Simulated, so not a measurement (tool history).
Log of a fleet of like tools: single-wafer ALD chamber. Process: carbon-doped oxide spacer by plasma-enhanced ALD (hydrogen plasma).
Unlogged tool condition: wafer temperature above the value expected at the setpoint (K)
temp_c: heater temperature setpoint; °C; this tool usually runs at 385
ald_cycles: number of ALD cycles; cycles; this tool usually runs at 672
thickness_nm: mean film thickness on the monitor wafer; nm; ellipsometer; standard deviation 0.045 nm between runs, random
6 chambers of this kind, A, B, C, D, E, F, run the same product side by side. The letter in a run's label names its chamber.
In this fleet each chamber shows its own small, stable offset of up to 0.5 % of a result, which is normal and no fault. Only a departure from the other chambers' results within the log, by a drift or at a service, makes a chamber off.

run   hour  temp_c  ald_cycles  hours since the last thermocouple change  read-back reference wafer on the same gauge, thickness_nm  thickness_nm
 1E    9.9     385         672                                    1138.8                                                     37.084        33.592
 2B   18.8     385         672                                        51                                                     37.091        33.678
 3A   30.9     385         672                                     814.1                                                     37.091        33.606
 4D     43     385         672                                      1352                                                     37.075        33.508
 5C   49.3     385         672                                       575                                                     37.075        33.417
 6F   55.3     385         672                                       119                                                      37.08        33.496
 7F   66.7     385         672                                     130.4                                                     37.079        33.499
 8D   79.6     385         672                                    1388.6                                                     37.069        33.486
 9A   85.9     385         672                                     869.1                                                     37.062        33.503
10C   98.2     380         672                                     623.9                                                     37.058        33.394
11E    106     380         672                                    1234.9                                                     37.056        33.481
12B  117.5     380         672                                     149.7                                                     37.049        33.582
13B    128     380         672                                     160.2                                                     37.028          33.6
14E  138.6     380         672                                    1267.5                                                     37.041        33.522
15F  152.1     380         672                                     215.8                                                     37.033        33.423
16A  161.4     385         672                                     944.6                                                     37.033        33.536
17C  169.8     385         672                                     695.5                                                     37.017        33.456
18D  179.4     385         672                                    1488.4                                                     37.025        33.472
19E  190.6     385         672                                    1319.5                                                     37.014        33.522
20A  204.1     385         672                                     987.3                                                     37.014        33.485
21F  217.4     385         672                                     281.1                                                     36.999        33.411
22C  227.7     385         672                                     753.4                                                     37.004        33.336
23B  238.7     390         672                                     270.9                                                     36.982        33.613
24D  246.3     390         672                                    1555.3                                                     36.979        33.436
25D  254.6     390         672                                    1563.6                                                     36.985        33.404
     255.4  -- chamber C: thermocouple changed; heater temperature recalibrated
26B  265.2     390         672                                     297.4                                                     36.986        33.532
27C  277.2     390         672                                      21.8                                                     36.967        33.316
28F  289.3     390         672                                       353                                                     36.962        33.356
29E  296.5     385         622                                    1425.4                                                     36.974        31.006
30A  308.6     385         622                                    1091.8                                                     36.955        30.975
31F    317     385         622                                     380.7                                                     36.945        30.886
32B  324.7     385         622                                     356.9                                                     36.953        31.034
33E  334.5     385         622                                    1463.4                                                     36.944        30.987
34C    346     385         622                                      90.6                                                     36.944         30.76
35D  359.1     385         672                                    1668.1                                                     36.942         33.35
36A  371.9     385         672                                    1155.1                                                     36.926        33.412
37C  385.4     385         573                                       130                                                     36.913        28.448
     394.8  -- chamber A: thermocouple changed; heater temperature recalibrated
38A  395.5     385         573                                       0.7                                                     36.911        28.524
39D  403.1     385         573                                    1712.1                                                     36.897        28.496
40F  411.1     385         573                                     474.8                                                     36.896        28.419
41B  424.3     385         573                                     456.5                                                     36.906        28.616

All chambers now run identical settings, listed one chamber a line with results as question marks. What results will each chamber show?
42A  434.3     375         672                                                                                                                  ?
42B  434.3     375         672                                                                                                                  ?
42C  434.3     375         672                                                                                                                  ?
42D  434.3     375         672                                                                                                                  ?
42E  434.3     375         672                                                                                                                  ?
42F  434.3     375         672                                                                                                                  ?

run  thickness_nm
42A        33.483
42B        33.494
42C         33.24
42D        33.387
42E        33.404
42F        33.336
